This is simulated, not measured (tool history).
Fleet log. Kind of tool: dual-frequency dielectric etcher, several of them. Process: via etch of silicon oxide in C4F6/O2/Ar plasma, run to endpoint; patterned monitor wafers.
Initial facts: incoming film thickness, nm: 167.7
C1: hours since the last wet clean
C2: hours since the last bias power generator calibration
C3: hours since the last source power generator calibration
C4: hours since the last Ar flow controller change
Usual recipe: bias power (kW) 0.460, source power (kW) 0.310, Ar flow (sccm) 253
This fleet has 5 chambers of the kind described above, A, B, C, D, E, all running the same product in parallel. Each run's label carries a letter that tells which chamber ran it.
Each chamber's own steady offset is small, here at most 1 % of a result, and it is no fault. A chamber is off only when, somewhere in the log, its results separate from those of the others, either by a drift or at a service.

{"run": "1D", "hour": 7.7, "bias power (kW)": 0.46, "source power (kW)": 0.31, "Ar flow (sccm)": 253, "C1": 78.8, "C2": 1091.0, "C3": 1750.9, "C4": 1676.4, "endpoint time (s)": 40.902}
{"run": "2E", "hour": 15.0, "bias power (kW)": 0.46, "source power (kW)": 0.31, "Ar flow (sccm)": 253, "C1": 177.8, "C2": 514.9, "C3": 2420.6, "C4": 482.4, "endpoint time (s)": 41.468}
{"run": "3B", "hour": 25.4, "bias power (kW)": 0.46, "source power (kW)": 0.31, "Ar flow (sccm)": 253, "C1": 351.8, "C2": 1941.3, "C3": 1100.4, "C4": 1200.4, "endpoint time (s)": 40.86}
{"run": "4A", "hour": 32.1, "bias power (kW)": 0.46, "source power (kW)": 0.31, "Ar flow (sccm)": 253, "C1": 382.8, "C2": 2819.3, "C3": 2921.6, "C4": 959.9, "endpoint time (s)": 40.721}
{"run": "5C", "hour": 39.9, "bias power (kW)": 0.46, "source power (kW)": 0.31, "Ar flow (sccm)": 253, "C1": 372.6, "C2": 1531.3, "C3": 504.5, "C4": 1861.6, "endpoint time (s)": 41.245}
{"run": "6E", "hour": 49.3, "bias power (kW)": 0.46, "source power (kW)": 0.31, "Ar flow (sccm)": 253, "C1": 212.1, "C2": 549.2, "C3": 2454.9, "C4": 516.7, "endpoint time (s)": 41.284}
{"run": "7D", "hour": 55.2, "bias power (kW)": 0.46, "source power (kW)": 0.31, "Ar flow (sccm)": 253, "C1": 126.3, "C2": 1138.5, "C3": 1798.4, "C4": 1723.9, "endpoint time (s)": 40.827}
{"run": "8A", "hour": 60.7, "bias power (kW)": 0.46, "source power (kW)": 0.31, "Ar flow (sccm)": 253, "C1": 411.4, "C2": 2847.9, "C3": 2950.2, "C4": 988.5, "endpoint time (s)": 40.804}
{"run": "9C", "hour": 68.2, "bias power (kW)": 0.46, "source power (kW)": 0.31, "Ar flow (sccm)": 253, "C1": 400.9, "C2": 1559.6, "C3": 532.8, "C4": 1889.9, "endpoint time (s)": 41.368}
{"hour": 70.8, "done": "chamber B: bias power generator calibrated"}
{"hour": 71.3, "done": "chamber C: wet clean of the chamber"}
{"run": "10B", "hour": 74.6, "bias power (kW)": 0.46, "source power (kW)": 0.31, "Ar flow (sccm)": 253, "C1": 401.0, "C2": 3.9, "C3": 1149.6, "C4": 1249.6, "endpoint time (s)": 40.816}
{"hour": 85.5, "done": "chamber B: wet clean of the chamber"}
{"run": "11B", "hour": 86.7, "bias power (kW)": 0.46, "source power (kW)": 0.31, "Ar flow (sccm)": 253, "C1": 1.2, "C2": 16.0, "C3": 1161.7, "C4": 1261.7, "endpoint time (s)": 40.661}
{"run": "12C", "hour": 95.4, "bias power (kW)": 0.46, "source power (kW)": 0.31, "Ar flow (sccm)": 253, "C1": 24.2, "C2": 1586.8, "C3": 560.0, "C4": 1917.1, "endpoint time (s)": 41.454}
{"run": "13A", "hour": 103.9, "bias power (kW)": 0.46, "source power (kW)": 0.31, "Ar flow (sccm)": 253, "C1": 454.6, "C2": 2891.1, "C3": 2993.4, "C4": 1031.7, "endpoint time (s)": 40.59}
{"hour": 106.4, "done": "chamber A: wet clean of the chamber"}
{"run": "14D", "hour": 109.9, "bias power (kW)": 0.46, "source power (kW)": 0.31, "Ar flow (sccm)": 253, "C1": 181.0, "C2": 1193.2, "C3": 1853.1, "C4": 1778.6, "endpoint time (s)": 40.885}
{"run": "15E", "hour": 120.7, "bias power (kW)": 0.46, "source power (kW)": 0.31, "Ar flow (sccm)": 253, "C1": 283.5, "C2": 620.6, "C3": 2526.3, "C4": 588.1, "endpoint time (s)": 41.421}
{"run": "16A", "hour": 127.4, "bias power (kW)": 0.46, "source power (kW)": 0.31, "Ar flow (sccm)": 253, "C1": 21.0, "C2": 2914.6, "C3": 3016.9, "C4": 1055.2, "endpoint time (s)": 42.196}
{"run": "17B", "hour": 140.1, "bias power (kW)": 0.46, "source power (kW)": 0.31, "Ar flow (sccm)": 253, "C1": 54.6, "C2": 69.4, "C3": 1215.1, "C4": 1315.1, "endpoint time (s)": 41.088}
{"run": "18C", "hour": 148.1, "bias power (kW)": 0.46, "source power (kW)": 0.31, "Ar flow (sccm)": 253, "C1": 76.9, "C2": 1639.5, "C3": 612.7, "C4": 1969.8, "endpoint time (s)": 41.484}
{"run": "19E", "hour": 159.3, "bias power (kW)": 0.46, "source power (kW)": 0.31, "Ar flow (sccm)": 253, "C1": 322.1, "C2": 659.2, "C3": 2564.9, "C4": 626.7, "endpoint time (s)": 41.504}
{"run": "20D", "hour": 171.2, "bias power (kW)": 0.46, "source power (kW)": 0.31, "Ar flow (sccm)": 253, "C1": 242.3, "C2": 1254.5, "C3": 1914.4, "C4": 1839.9, "endpoint time (s)": 41.103}
{"run": "21A", "hour": 180.9, "bias power (kW)": 0.393, "source power (kW)": 0.37, "Ar flow (sccm)": 253, "C1": 74.5, "C2": 2968.1, "C3": 3070.4, "C4": 1108.7, "endpoint time (s)": 41.909}
{"run": "22C", "hour": 187.0, "bias power (kW)": 0.393, "source power (kW)": 0.37, "Ar flow (sccm)": 253, "C1": 115.8, "C2": 1678.4, "C3": 651.6, "C4": 2008.7, "endpoint time (s)": 40.748}
{"hour": 189.1, "done": "chamber A: source power generator calibrated"}
{"run": "23D", "hour": 198.5, "bias power (kW)": 0.393, "source power (kW)": 0.37, "Ar flow (sccm)": 253, "C1": 269.6, "C2": 1281.8, "C3": 1941.7, "C4": 1867.2, "endpoint time (s)": 40.479}
{"run": "24B", "hour": 207.0, "bias power (kW)": 0.393, "source power (kW)": 0.37, "Ar flow (sccm)": 253, "C1": 121.5, "C2": 136.3, "C3": 1282.0, "C4": 1382.0, "endpoint time (s)": 40.3}
{"run": "25E", "hour": 219.7, "bias power (kW)": 0.393, "source power (kW)": 0.37, "Ar flow (sccm)": 253, "C1": 382.5, "C2": 719.6, "C3": 2625.3, "C4": 687.1, "endpoint time (s)": 41.09}
{"run": "26B", "hour": 231.0, "bias power (kW)": 0.46, "source power (kW)": 0.37, "Ar flow (sccm)": 227, "C1": 145.5, "C2": 160.3, "C3": 1306.0, "C4": 1406.0, "endpoint time (s)": 37.879}
{"run": "27E", "hour": 238.4, "bias power (kW)": 0.46, "source power (kW)": 0.37, "Ar flow (sccm)": 227, "C1": 401.2, "C2": 738.3, "C3": 2644.0, "C4": 705.8, "endpoint time (s)": 38.034}
{"run": "28A", "hour": 245.2, "bias power (kW)": 0.46, "source power (kW)": 0.37, "Ar flow (sccm)": 227, "C1": 138.8, "C2": 3032.4, "C3": 56.1, "C4": 1173.0, "endpoint time (s)": 39.001}
{"run": "29C", "hour": 252.7, "bias power (kW)": 0.46, "source power (kW)": 0.37, "Ar flow (sccm)": 227, "C1": 181.5, "C2": 1744.1, "C3": 717.3, "C4": 2074.4, "endpoint time (s)": 38.343}
{"run": "30D", "hour": 258.2, "bias power (kW)": 0.46, "source power (kW)": 0.37, "Ar flow (sccm)": 227, "C1": 329.3, "C2": 1341.5, "C3": 2001.4, "C4": 1926.9, "endpoint time (s)": 37.927}
{"run": "31B", "hour": 267.8, "bias power (kW)": 0.46, "source power (kW)": 0.31, "Ar flow (sccm)": 253, "C1": 182.3, "C2": 197.1, "C3": 1342.8, "C4": 1442.8, "endpoint time (s)": 40.806}
{"hour": 278.7, "done": "chamber E: wet clean of the chamber"}
{"run": "32A", "hour": 280.1, "bias power (kW)": 0.46, "source power (kW)": 0.31, "Ar flow (sccm)": 311, "C1": 173.7, "C2": 3067.3, "C3": 91.0, "C4": 1207.9, "endpoint time (s)": 43.119}
{"run": "33E", "hour": 288.5, "bias power (kW)": 0.46, "source power (kW)": 0.31, "Ar flow (sccm)": 311, "C1": 9.8, "C2": 788.4, "C3": 2694.1, "C4": 755.9, "endpoint time (s)": 42.246}
{"run": "34D", "hour": 296.4, "bias power (kW)": 0.46, "source power (kW)": 0.31, "Ar flow (sccm)": 311, "C1": 367.5, "C2": 1379.7, "C3": 2039.6, "C4": 1965.1, "endpoint time (s)": 41.919}
{"run": "35C", "hour": 302.1, "bias power (kW)": 0.46, "source power (kW)": 0.31, "Ar flow (sccm)": 311, "C1": 230.9, "C2": 1793.5, "C3": 766.7, "C4": 2123.8, "endpoint time (s)": 42.216}
{"run": "36C", "hour": 314.8, "bias power (kW)": 0.46, "source power (kW)": 0.31, "Ar flow (sccm)": 311, "C1": 243.6, "C2": 1806.2, "C3": 779.4, "C4": 2136.5, "endpoint time (s)": 42.138}
{"run": "37A", "hour": 321.3, "bias power (kW)": 0.46, "source power (kW)": 0.31, "Ar flow (sccm)": 253, "C1": 214.9, "C2": 3108.5, "C3": 132.2, "C4": 1249.1, "endpoint time (s)": 42.249}
{"run": "38D", "hour": 332.8, "bias power (kW)": 0.46, "source power (kW)": 0.31, "Ar flow (sccm)": 253, "C1": 403.9, "C2": 1416.1, "C3": 2076.0, "C4": 2001.5, "endpoint time (s)": 40.84}
{"run": "39B", "hour": 340.0, "bias power (kW)": 0.46, "source power (kW)": 0.31, "Ar flow (sccm)": 253, "C1": 254.5, "C2": 269.3, "C3": 1415.0, "C4": 1515.0, "endpoint time (s)": 40.809}

For the next run the whole fleet of 5 chambers uses the same settings. Give each chamber's results:
{"run": "40A", "hour": 349.1, "bias power (kW)": 0.46, "source power (kW)": 0.31, "Ar flow (sccm)": 253, "endpoint time (s)": "?"}
{"run": "40B", "hour": 349.1, "bias power (kW)": 0.46, "source power (kW)": 0.31, "Ar flow (sccm)": 253, "endpoint time (s)": "?"}
{"run": "40C", "hour": 349.1, "bias power (kW)": 0.46, "source power (kW)": 0.31, "Ar flow (sccm)": 253, "endpoint time (s)": "?"}
{"run": "40D", "hour": 349.1, "bias power (kW)": 0.46, "source power (kW)": 0.31, "Ar flow (sccm)": 253, "endpoint time (s)": "?"}
{"run": "40E", "hour": 349.1, "bias power (kW)": 0.46, "source power (kW)": 0.31, "Ar flow (sccm)": 253, "endpoint time (s)": "?"}

run=40A endpoint_time_(s)=42.294
run=40B endpoint_time_(s)=40.665
run=40C endpoint_time_(s)=41.421
run=40D endpoint_time_(s)=41.111
run=40E endpoint_time_(s)=41.374

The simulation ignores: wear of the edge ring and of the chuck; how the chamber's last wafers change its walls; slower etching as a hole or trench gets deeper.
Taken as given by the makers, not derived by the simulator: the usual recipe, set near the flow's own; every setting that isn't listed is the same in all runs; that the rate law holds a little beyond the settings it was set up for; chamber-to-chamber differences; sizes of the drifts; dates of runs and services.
